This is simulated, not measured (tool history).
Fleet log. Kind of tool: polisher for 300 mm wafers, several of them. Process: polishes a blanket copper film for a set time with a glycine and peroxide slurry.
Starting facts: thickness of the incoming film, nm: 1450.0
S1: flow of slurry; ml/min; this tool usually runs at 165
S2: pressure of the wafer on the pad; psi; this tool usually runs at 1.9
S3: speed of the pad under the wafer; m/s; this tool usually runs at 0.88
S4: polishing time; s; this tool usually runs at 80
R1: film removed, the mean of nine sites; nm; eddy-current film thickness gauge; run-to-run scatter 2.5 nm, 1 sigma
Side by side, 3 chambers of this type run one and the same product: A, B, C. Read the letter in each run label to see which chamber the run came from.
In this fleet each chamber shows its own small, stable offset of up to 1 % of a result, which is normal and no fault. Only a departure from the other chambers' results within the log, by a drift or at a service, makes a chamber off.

{"run": "1B", "hour": 4.4, "S1": 165, "S2": 1.9, "S3": 0.88, "S4": 80, "R1": 323.1}
{"run": "2A", "hour": 12.8, "S1": 165, "S2": 1.9, "S3": 0.88, "S4": 80, "R1": 323.26}
{"hour": 13.4, "done": "chamber A: head pressure recalibrated"}
{"run": "3C", "hour": 19.1, "S1": 165, "S2": 1.9, "S3": 0.88, "S4": 80, "R1": 325.09}
{"hour": 23.6, "done": "chamber B: worn pad replaced by a new one"}
{"run": "4A", "hour": 25.9, "S1": 165, "S2": 1.9, "S3": 0.88, "S4": 80, "R1": 325.65}
{"run": "5B", "hour": 31.2, "S1": 165, "S2": 1.9, "S3": 0.88, "S4": 80, "R1": 324.91}
{"run": "6C", "hour": 38.8, "S1": 165, "S2": 1.9, "S3": 0.88, "S4": 80, "R1": 321.3}
{"run": "7C", "hour": 44.8, "S1": 165, "S2": 1.9, "S3": 0.88, "S4": 80, "R1": 316.96}
{"hour": 47.6, "done": "chamber A: worn pad replaced by a new one"}
{"hour": 49.5, "done": "chamber C: worn pad replaced by a new one"}
{"run": "8A", "hour": 49.8, "S1": 165, "S2": 1.9, "S3": 0.88, "S4": 80, "R1": 326.56}
{"run": "9B", "hour": 56.6, "S1": 165, "S2": 2.6, "S3": 0.88, "S4": 80, "R1": 413.9}
{"run": "10A", "hour": 60.8, "S1": 165, "S2": 2.6, "S3": 0.88, "S4": 80, "R1": 412.01}
{"run": "11B", "hour": 65.7, "S1": 165, "S2": 2.6, "S3": 0.88, "S4": 80, "R1": 410.67}
{"run": "12C", "hour": 70.3, "S1": 165, "S2": 1.9, "S3": 0.88, "S4": 80, "R1": 315.25}
{"run": "13A", "hour": 78.5, "S1": 165, "S2": 1.9, "S3": 0.88, "S4": 80, "R1": 322.35}
{"run": "14C", "hour": 82.5, "S1": 165, "S2": 1.9, "S3": 0.88, "S4": 80, "R1": 320.31}
{"hour": 89.6, "done": "chamber B: worn pad replaced by a new one"}
{"run": "15B", "hour": 90.5, "S1": 165, "S2": 1.9, "S3": 0.88, "S4": 80, "R1": 320.35}
{"run": "16B", "hour": 95.0, "S1": 165, "S2": 1.9, "S3": 0.88, "S4": 80, "R1": 321.9}
{"run": "17C", "hour": 100.5, "S1": 205, "S2": 1.5, "S3": 0.88, "S4": 80, "R1": 276.99}
{"run": "18A", "hour": 108.2, "S1": 205, "S2": 1.5, "S3": 0.88, "S4": 80, "R1": 283.56}
{"run": "19C", "hour": 115.5, "S1": 205, "S2": 1.5, "S3": 0.88, "S4": 80, "R1": 274.92}
{"run": "20B", "hour": 120.3, "S1": 165, "S2": 1.9, "S3": 0.6, "S4": 80, "R1": 248.78}
{"run": "21A", "hour": 126.9, "S1": 165, "S2": 1.9, "S3": 0.6, "S4": 80, "R1": 245.61}
{"run": "22C", "hour": 131.7, "S1": 165, "S2": 1.9, "S3": 0.6, "S4": 80, "R1": 236.53}
{"hour": 134.6, "done": "chamber C: worn pad replaced by a new one"}
{"run": "23B", "hour": 139.1, "S1": 165, "S2": 1.9, "S3": 0.88, "S4": 80, "R1": 322.01}
{"run": "24A", "hour": 145.9, "S1": 165, "S2": 1.9, "S3": 0.88, "S4": 80, "R1": 329.4}
{"run": "25A", "hour": 153.0, "S1": 165, "S2": 1.9, "S3": 0.88, "S4": 80, "R1": 322.94}
{"run": "26C", "hour": 158.7, "S1": 165, "S2": 1.9, "S3": 0.88, "S4": 80, "R1": 310.21}
{"run": "27B", "hour": 163.2, "S1": 165, "S2": 1.4, "S3": 0.88, "S4": 80, "R1": 259.64}
{"hour": 166.3, "done": "chamber B: worn pad replaced by a new one"}
{"run": "28B", "hour": 170.6, "S1": 165, "S2": 1.4, "S3": 0.88, "S4": 80, "R1": 258.04}
{"hour": 170.8, "done": "chamber A: worn pad replaced by a new one"}
{"run": "29A", "hour": 175.1, "S1": 165, "S2": 1.4, "S3": 0.88, "S4": 80, "R1": 264.34}
{"run": "30C", "hour": 182.8, "S1": 165, "S2": 2.1, "S3": 0.88, "S4": 67, "R1": 272.26}
{"run": "31C", "hour": 191.7, "S1": 165, "S2": 2.1, "S3": 0.88, "S4": 67, "R1": 271.32}
{"run": "32B", "hour": 196.8, "S1": 165, "S2": 2.1, "S3": 0.88, "S4": 67, "R1": 292.93}
{"run": "33A", "hour": 202.4, "S1": 165, "S2": 1.9, "S3": 0.88, "S4": 80, "R1": 327.45}
{"run": "34A", "hour": 206.5, "S1": 165, "S2": 1.9, "S3": 0.88, "S4": 80, "R1": 325.7}
{"run": "35B", "hour": 213.0, "S1": 165, "S2": 1.9, "S3": 0.88, "S4": 80, "R1": 324.18}
{"run": "36C", "hour": 216.9, "S1": 165, "S2": 1.9, "S3": 0.88, "S4": 80, "R1": 297.11}
{"hour": 218.1, "done": "chamber C: worn pad replaced by a new one"}
{"run": "37A", "hour": 225.6, "S1": 165, "S2": 1.9, "S3": 0.88, "S4": 80, "R1": 323.84}
{"run": "38B", "hour": 232.9, "S1": 165, "S2": 1.9, "S3": 0.88, "S4": 80, "R1": 321.49}
{"run": "39C", "hour": 240.3, "S1": 165, "S2": 1.9, "S3": 0.88, "S4": 80, "R1": 296.93}
{"run": "40C", "hour": 249.1, "S1": 165, "S2": 1.9, "S3": 0.88, "S4": 80, "R1": 293.39}

Next, all 3 chambers run the settings below, one line each with question marks for the results. What does each chamber give?
{"run": "41A", "hour": 255.6, "S1": 165, "S2": 1.9, "S3": 0.88, "S4": 80, "R1": "?"}
{"run": "41B", "hour": 255.6, "S1": 165, "S2": 1.9, "S3": 0.88, "S4": 80, "R1": "?"}
{"run": "41C", "hour": 255.6, "S1": 165, "S2": 1.9, "S3": 0.88, "S4": 80, "R1": "?"}

run=41A R1=325.72
run=41B R1=322.58
run=41C R1=290.21

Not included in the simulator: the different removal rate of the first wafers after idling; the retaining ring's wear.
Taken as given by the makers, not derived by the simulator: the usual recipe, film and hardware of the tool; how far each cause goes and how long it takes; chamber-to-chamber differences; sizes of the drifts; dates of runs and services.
